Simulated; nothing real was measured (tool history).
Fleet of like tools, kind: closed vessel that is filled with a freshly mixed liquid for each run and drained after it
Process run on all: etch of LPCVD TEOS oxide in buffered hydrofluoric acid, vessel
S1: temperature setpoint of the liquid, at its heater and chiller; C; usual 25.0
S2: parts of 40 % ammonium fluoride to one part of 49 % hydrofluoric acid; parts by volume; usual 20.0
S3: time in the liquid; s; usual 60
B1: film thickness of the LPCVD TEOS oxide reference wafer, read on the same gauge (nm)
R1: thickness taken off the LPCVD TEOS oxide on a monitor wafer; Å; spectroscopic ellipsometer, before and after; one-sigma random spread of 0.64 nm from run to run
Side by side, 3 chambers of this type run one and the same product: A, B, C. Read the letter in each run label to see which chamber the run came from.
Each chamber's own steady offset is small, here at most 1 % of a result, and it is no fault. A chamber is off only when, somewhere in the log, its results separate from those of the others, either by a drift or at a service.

run 1B hour=14.1 | S1=25.0 S2=20.0 S3=60 | B1=100.000 | R1=892.19
run 2C hour=24.8 | S1=25.0 S2=20.0 S3=60 | B1=100.030 | R1=912.24
run 3A hour=37.4 | S1=25.0 S2=20.0 S3=60 | B1=100.000 | R1=887.94
-- hour=41.0 chamber B: hydrofluoric acid flow meter replaced
run 4B hour=49.0 | S1=25.0 S2=20.0 S3=60 | B1=100.030 | R1=900.84
run 5A hour=56.1 | S1=25.0 S2=20.0 S3=60 | B1=100.010 | R1=890.49
run 6C hour=65.1 | S1=25.0 S2=20.0 S3=60 | B1=100.010 | R1=902.95
-- hour=74.0 chamber C: hydrofluoric acid flow meter replaced
run 7B hour=80.0 | S1=25.0 S2=20.0 S3=60 | B1=100.000 | R1=893.44
run 8A hour=91.4 | S1=25.0 S2=20.0 S3=60 | B1=100.010 | R1=907.32
run 9C hour=102.7 | S1=25.0 S2=20.0 S3=60 | B1=100.040 | R1=913.62
run 10B hour=111.8 | S1=25.0 S2=15.5 S3=45 | B1=99.992 | R1=863.43
run 11C hour=124.9 | S1=25.0 S2=15.5 S3=45 | B1=99.997 | R1=878.84
run 12A hour=132.2 | S1=25.0 S2=15.5 S3=45 | B1=100.010 | R1=863.72
run 13C hour=142.3 | S1=25.0 S2=24.0 S3=30 | B1=99.972 | R1=392.60
run 14A hour=152.0 | S1=25.0 S2=24.0 S3=30 | B1=100.020 | R1=398.27
run 15B hour=168.1 | S1=25.0 S2=24.0 S3=30 | B1=100.040 | R1=394.20
run 16B hour=180.7 | S1=25.0 S2=23.0 S3=85 | B1=99.974 | R1=1139.20
run 17A hour=195.2 | S1=25.0 S2=23.0 S3=85 | B1=99.998 | R1=1157.30
run 18C hour=203.8 | S1=25.0 S2=23.0 S3=85 | B1=99.994 | R1=1158.30
run 19A hour=213.0 | S1=25.0 S2=20.0 S3=60 | B1=99.989 | R1=899.96
-- hour=227.0 chamber C: thermometer replaced
run 20C hour=228.2 | S1=25.0 S2=20.0 S3=60 | B1=100.000 | R1=898.63
run 21B hour=238.3 | S1=29.0 S2=20.0 S3=60 | B1=99.989 | R1=1118.90
run 22A hour=247.3 | S1=29.0 S2=20.0 S3=60 | B1=100.000 | R1=1096.30
run 23C hour=261.7 | S1=29.0 S2=20.0 S3=60 | B1=99.993 | R1=1117.50
run 24B hour=275.1 | S1=25.0 S2=20.0 S3=60 | B1=100.040 | R1=908.81
run 25C hour=284.3 | S1=25.0 S2=20.0 S3=60 | B1=100.000 | R1=901.56
run 26B hour=295.4 | S1=25.0 S2=20.0 S3=60 | B1=100.010 | R1=900.97
run 27A hour=310.3 | S1=21.0 S2=20.0 S3=60 | B1=99.996 | R1=721.39
run 28C hour=325.5 | S1=21.0 S2=20.0 S3=60 | B1=99.990 | R1=726.32
run 29A hour=334.5 | S1=21.0 S2=20.0 S3=60 | B1=99.959 | R1=723.83
run 30B hour=346.3 | S1=25.0 S2=20.0 S3=60 | B1=99.982 | R1=902.23
-- hour=352.4 chamber A: thermometer replaced
run 31C hour=356.1 | S1=25.0 S2=20.0 S3=60 | B1=100.000 | R1=898.25
run 32A hour=371.9 | S1=20.5 S2=20.0 S3=60 | B1=99.998 | R1=689.79
run 33B hour=380.8 | S1=20.5 S2=20.0 S3=60 | B1=100.010 | R1=699.55
run 34B hour=395.8 | S1=20.5 S2=20.0 S3=60 | B1=99.981 | R1=701.98
run 35A hour=407.1 | S1=25.0 S2=20.0 S3=60 | B1=99.986 | R1=890.91
run 36C hour=416.5 | S1=25.0 S2=20.0 S3=60 | B1=100.030 | R1=902.33
run 37A hour=426.8 | S1=25.0 S2=20.0 S3=60 | B1=100.020 | R1=898.84
run 38C hour=441.1 | S1=25.0 S2=20.0 S3=60 | B1=100.020 | R1=908.01
run 39B hour=454.7 | S1=25.0 S2=20.0 S3=60 | B1=100.020 | R1=900.82
run 40C hour=466.2 | S1=25.0 S2=20.0 S3=60 | B1=100.020 | R1=897.62
run 41A hour=481.4 | S1=25.0 S2=20.0 S3=60 | B1=99.988 | R1=896.65
run 42B hour=489.2 | S1=23.0 S2=26.5 S3=60 | B1=100.010 | R1=657.76

Does one chamber stand apart from the rest, does the shared gauge drift, or is all well apart from small per-chamber offsets? Give the chamber and the most likely cause, where there is one.

Nothing is wrong: each chamber keeps only its own small, steady offset and the gauge holds still.

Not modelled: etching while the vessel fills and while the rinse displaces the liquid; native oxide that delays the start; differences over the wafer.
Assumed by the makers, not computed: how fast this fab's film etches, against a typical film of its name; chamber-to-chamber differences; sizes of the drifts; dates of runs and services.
